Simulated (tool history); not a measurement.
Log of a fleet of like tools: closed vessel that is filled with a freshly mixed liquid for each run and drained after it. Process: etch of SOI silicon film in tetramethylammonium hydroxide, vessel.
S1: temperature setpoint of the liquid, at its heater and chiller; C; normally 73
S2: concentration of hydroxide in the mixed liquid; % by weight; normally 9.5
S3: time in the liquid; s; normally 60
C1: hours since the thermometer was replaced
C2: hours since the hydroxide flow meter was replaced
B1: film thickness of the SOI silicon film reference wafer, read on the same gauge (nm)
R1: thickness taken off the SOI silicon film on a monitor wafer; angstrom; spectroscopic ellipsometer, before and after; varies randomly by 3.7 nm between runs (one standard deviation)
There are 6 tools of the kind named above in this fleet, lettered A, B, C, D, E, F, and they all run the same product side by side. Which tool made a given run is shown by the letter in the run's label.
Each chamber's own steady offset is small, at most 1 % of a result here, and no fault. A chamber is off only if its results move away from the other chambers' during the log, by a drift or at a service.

run 1F hour=4.3 | S1=73 S2=9.5 S3=60 | C1=1475.4 C2=842.1 | B1=50.01 | R1=5164.4
run 2A hour=11.3 | S1=73 S2=9.5 S3=60 | C1=682.8 C2=1105.6 | B1=49.987 | R1=5291.1
run 3B hour=19.1 | S1=73 S2=9.5 S3=60 | C1=1950 C2=51.3 | B1=50.019 | R1=5211.7
run 4E hour=22.9 | S1=73 S2=9.5 S3=60 | C1=1716.7 C2=913.6 | B1=49.985 | R1=5264
run 5D hour=30 | S1=73 S2=9.5 S3=60 | C1=1109.3 C2=1192.2 | B1=49.974 | R1=5177.5
run 6C hour=34 | S1=73 S2=9.5 S3=60 | C1=1167.3 C2=504.9 | B1=50.008 | R1=5260.1
run 7C hour=38 | S1=73 S2=9.5 S3=60 | C1=1171.3 C2=508.9 | B1=50.011 | R1=5244.5
run 8E hour=43.1 | S1=73 S2=9.5 S3=60 | C1=1736.9 C2=933.8 | B1=50 | R1=5289.7
run 9D hour=47.6 | S1=73 S2=9.5 S3=60 | C1=1126.9 C2=1209.8 | B1=49.976 | R1=5274.6
run 10B hour=53.5 | S1=73 S2=9.5 S3=60 | C1=1984.4 C2=85.7 | B1=50.02 | R1=5279.2
run 11A hour=59.3 | S1=80.5 S2=9.5 S3=60 | C1=730.8 C2=1153.6 | B1=49.98 | R1=8027.5
run 12F hour=63 | S1=80.5 S2=9.5 S3=60 | C1=1534.1 C2=900.8 | B1=50.012 | R1=7914.3
run 13C hour=70.5 | S1=80.5 S2=9.5 S3=60 | C1=1203.8 C2=541.4 | B1=50.017 | R1=8143.3
run 14A hour=74.3 | S1=80.5 S2=9.5 S3=60 | C1=745.8 C2=1168.6 | B1=50.009 | R1=7959.5
run 15B hour=78 | S1=80.5 S2=9.5 S3=60 | C1=2008.9 C2=110.2 | B1=50.004 | R1=8007.8
run 16D hour=84.4 | S1=80.5 S2=9.5 S3=60 | C1=1163.7 C2=1246.6 | B1=50.011 | R1=8036.6
run 17F hour=90.3 | S1=73 S2=9.5 S3=60 | C1=1561.4 C2=928.1 | B1=49.969 | R1=5211.1
run 18E hour=95.5 | S1=73 S2=9.5 S3=60 | C1=1789.3 C2=986.2 | B1=50 | R1=5334.6
run 19E hour=99.5 | S1=73 S2=9.5 S3=60 | C1=1793.3 C2=990.2 | B1=50 | R1=5299
run 20C hour=106.9 | S1=73 S2=9.5 S3=60 | C1=1240.2 C2=577.8 | B1=49.994 | R1=5254.9
run 21D hour=111 | S1=73 S2=9.5 S3=60 | C1=1190.3 C2=1273.2 | B1=49.99 | R1=5255.1
run 22B hour=116.2 | S1=73 S2=9.5 S3=60 | C1=2047.1 C2=148.4 | B1=49.986 | R1=5247.7
run 23A hour=123.1 | S1=73 S2=9.5 S3=60 | C1=794.6 C2=1217.4 | B1=49.999 | R1=5256.6
run 24F hour=130 | S1=73 S2=12 S3=60 | C1=1601.1 C2=967.8 | B1=49.994 | R1=4753.5
run 25D hour=133.8 | S1=73 S2=12 S3=60 | C1=1213.1 C2=1296 | B1=50.028 | R1=4777.2
run 26A hour=141.6 | S1=73 S2=12 S3=60 | C1=813.1 C2=1235.9 | B1=49.974 | R1=4881
run 27E hour=147.6 | S1=73 S2=12 S3=60 | C1=1841.4 C2=1038.3 | B1=50.021 | R1=4795.2
run 28B hour=153.2 | S1=73 S2=12 S3=60 | C1=2084.1 C2=185.4 | B1=49.985 | R1=4796.9
run 29C hour=160.6 | S1=73 S2=12 S3=60 | C1=1293.9 C2=631.5 | B1=50.006 | R1=4825
run 30F hour=165.4 | S1=73 S2=9.5 S3=60 | C1=1636.5 C2=1003.2 | B1=49.986 | R1=5190
run 31C hour=170.3 | S1=73 S2=9.5 S3=60 | C1=1303.6 C2=641.2 | B1=49.984 | R1=5186.1
run 32B hour=176.2 | S1=73 S2=9.5 S3=60 | C1=2107.1 C2=208.4 | B1=49.991 | R1=5242.3
-- hour=176.4 chamber E: thermometer replaced
run 33E hour=184.1 | S1=73 S2=9.5 S3=60 | C1=7.7 C2=1074.8 | B1=50.016 | R1=5270.7
run 34A hour=189.5 | S1=79.5 S2=7 S3=60 | C1=861 C2=1283.8 | B1=49.971 | R1=8488.2
run 35F hour=193.3 | S1=79.5 S2=7 S3=60 | C1=1664.4 C2=1031.1 | B1=50.009 | R1=8243.6
-- hour=195.4 chamber A: thermometer replaced
run 36D hour=199.7 | S1=79.5 S2=7 S3=60 | C1=1279 C2=1361.9 | B1=50.023 | R1=7859
run 37D hour=205.6 | S1=79.5 S2=7 S3=60 | C1=1284.9 C2=1367.8 | B1=49.969 | R1=7960.3
run 38F hour=209.9 | S1=79.5 S2=7 S3=60 | C1=1681 C2=1047.7 | B1=49.99 | R1=8312
run 39C hour=217.3 | S1=79.5 S2=7 S3=60 | C1=1350.6 C2=688.2 | B1=49.977 | R1=8364.4
run 40E hour=223.1 | S1=73 S2=9.5 S3=60 | C1=46.7 C2=1113.8 | B1=50.01 | R1=5257.7
run 41B hour=230.2 | S1=73 S2=9.5 S3=60 | C1=2161.1 C2=262.4 | B1=50.026 | R1=5316.2
run 42A hour=235.1 | S1=73 S2=9.5 S3=60 | C1=39.7 C2=1329.4 | B1=50.018 | R1=5299.5
run 43C hour=241.3 | S1=73 S2=9.5 S3=60 | C1=1374.6 C2=712.2 | B1=49.971 | R1=5215.3
run 44D hour=246.1 | S1=73 S2=9.5 S3=60 | C1=1325.4 C2=1408.3 | B1=50.013 | R1=4849.5

Is one chamber out of step, is the gauge drifting, or do the chambers differ by no more than their own small offsets? For an off chamber, give its letter and the likeliest cause.

Chamber D drifts away from the others.
Most likely cause: liquid colder than its thermometer reads (K) = 1.42.

Below are 4 candidate recipes for chamber D's next run, each the usual settings with a change, their results shown as question marks. Which of them brings D's results back in line with what the other chambers give on the usual settings?
Counts as in line when no further than this from what the other chambers average on the usual settings: R1 130 angstrom
run 45D-1 hour=251.9 | S1=71.5 S2=9.5 S3=60 | R1=?
run 45D-2 hour=251.9 | S1=74.5 S2=9.5 S3=60 | R1=?
run 45D-3 hour=251.9 | S1=73 S2=6 S3=60 | R1=?
run 45D-4 hour=251.9 | S1=73 S2=13 S3=60 | R1=?

Other chambers, usual settings, mean: R1 5242.7 angstrom
run=45D-1 R1=4459.2
run=45D-2 R1=5294
run=45D-3 R1=5544.3
run=45D-4 R1=4319.1
It is 45D-2 that realigns the chamber with its peers.
